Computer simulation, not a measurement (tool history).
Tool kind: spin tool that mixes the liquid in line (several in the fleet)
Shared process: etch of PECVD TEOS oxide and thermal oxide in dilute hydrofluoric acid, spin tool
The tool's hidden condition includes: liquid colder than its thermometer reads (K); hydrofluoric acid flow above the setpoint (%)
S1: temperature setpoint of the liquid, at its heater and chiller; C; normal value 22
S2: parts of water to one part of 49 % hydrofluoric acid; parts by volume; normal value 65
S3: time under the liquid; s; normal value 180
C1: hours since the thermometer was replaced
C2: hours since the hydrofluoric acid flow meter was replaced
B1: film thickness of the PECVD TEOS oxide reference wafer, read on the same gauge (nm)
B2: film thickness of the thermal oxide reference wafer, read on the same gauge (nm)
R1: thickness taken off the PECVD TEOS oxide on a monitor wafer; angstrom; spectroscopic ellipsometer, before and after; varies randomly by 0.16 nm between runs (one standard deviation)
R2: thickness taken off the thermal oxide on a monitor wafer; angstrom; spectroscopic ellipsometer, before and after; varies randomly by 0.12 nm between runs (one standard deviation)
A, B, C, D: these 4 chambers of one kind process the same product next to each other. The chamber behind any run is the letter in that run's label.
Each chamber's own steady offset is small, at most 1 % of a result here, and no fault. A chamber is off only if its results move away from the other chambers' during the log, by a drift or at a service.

run     day  S1  S2   S3      C1      C2      B1      B2      R1       R2
 1A   0.596  22  65  180  1446.4   622.6  40.015  40.006  232.93  129.670
 2D   1.217  22  65  180  1365.3  1870.2  40.003  40.007  235.60  132.000
 3B   1.738  22  65  180  1077.1   627.9  40.000  40.002  232.82  130.980
 4C   2.329  22  65  180  1497.7    91.7  40.008  39.997  233.11  128.340
 5C   3.004  22  45  110  1513.9   107.9  39.996  39.992  212.20  117.560
 6B   3.458  22  45  110  1118.4   669.2  39.991  39.997  211.73  116.690
 7D   3.833  22  45  110  1428.1  1933.0  39.996  39.987  211.01  116.680
 8A   4.154  22  45  110  1531.8   708.0  39.990  39.982  210.32  118.260
      4.575  -- chamber C: thermometer replaced
 9A   4.642  22  85  290  1543.5   719.7  39.984  40.008  277.92  157.410
10B   5.183  22  85  290  1159.8   710.6  39.997  40.001  282.96  152.970
11D   5.683  22  85  290  1472.5  1977.4  40.017  40.002  280.18  153.640
12C   5.996  22  85  290    34.1   179.7  40.011  40.024  280.04  155.720
13C   6.621  22  65  180    49.1   194.7  39.996  40.008  230.37  129.630
14A   7.271  22  65  180  1606.6   782.8  40.007  40.005  231.77  128.580
15B   7.708  22  65  180  1220.4   771.2  40.008  40.009  233.60  129.920
      8.133  -- chamber D: hydrofluoric acid flow meter replaced
16D   8.183  22  65  180  1532.5     1.3  39.980  40.005  234.16  131.130
17C   8.821  22  65  180   101.9   247.5  39.994  39.987  232.93  130.790
18D   9.467  22  65  180  1563.3    32.1  40.008  39.995  232.82  128.530
19A   9.908  22  65  180  1669.9   846.1  40.007  39.994  231.72  130.080
20B  10.471  22  65  180  1286.7   837.5  40.016  39.996  234.70  128.450
21A  11.079  22  65  180  1698.0   874.2  40.021  40.002  232.53  129.660
22B  11.533  22  65  180  1312.2   863.0  40.004  40.019  232.52  130.610
23D  11.900  22  65  130  1621.7    90.5  39.983  39.992  167.99   94.502
24C  12.400  22  65  130   187.8   333.4  40.008  40.014  168.39   92.445
25A  12.746  22  65  130  1738.0   914.2  39.991  39.992  169.48   93.123
26D  13.071  22  65  130  1649.8   118.6  39.999  39.988  170.32   93.002
27C  13.542  22  35  180   215.2   360.8  39.990  40.000  448.73  256.930
28B  13.929  22  35  180  1369.7   920.5  40.001  39.992  448.52  248.740
29A  14.367  22  35  180  1776.9   953.1  40.010  39.987  445.73  250.860
30D  14.667  22  35  180  1688.1   156.9  39.999  39.996  454.99  250.520
31B  15.325  22  65  120  1403.2   954.0  40.012  39.998  155.57   85.965
32C  15.746  22  65  120   268.1   413.7  39.991  40.001  154.66   86.098

Next, all 4 chambers run the settings below, one line each with question marks for the results. What does each chamber give?
33A  16.238  22  65  180                   ?   ?
33B  16.238  22  65  180                   ?   ?
33C  16.238  22  65  180                   ?   ?
33D  16.238  22  65  180                   ?   ?

run      R1       R2
33A  232.15  131.400
33B  235.28  130.180
33C  232.61  129.630
33D  236.05  128.440

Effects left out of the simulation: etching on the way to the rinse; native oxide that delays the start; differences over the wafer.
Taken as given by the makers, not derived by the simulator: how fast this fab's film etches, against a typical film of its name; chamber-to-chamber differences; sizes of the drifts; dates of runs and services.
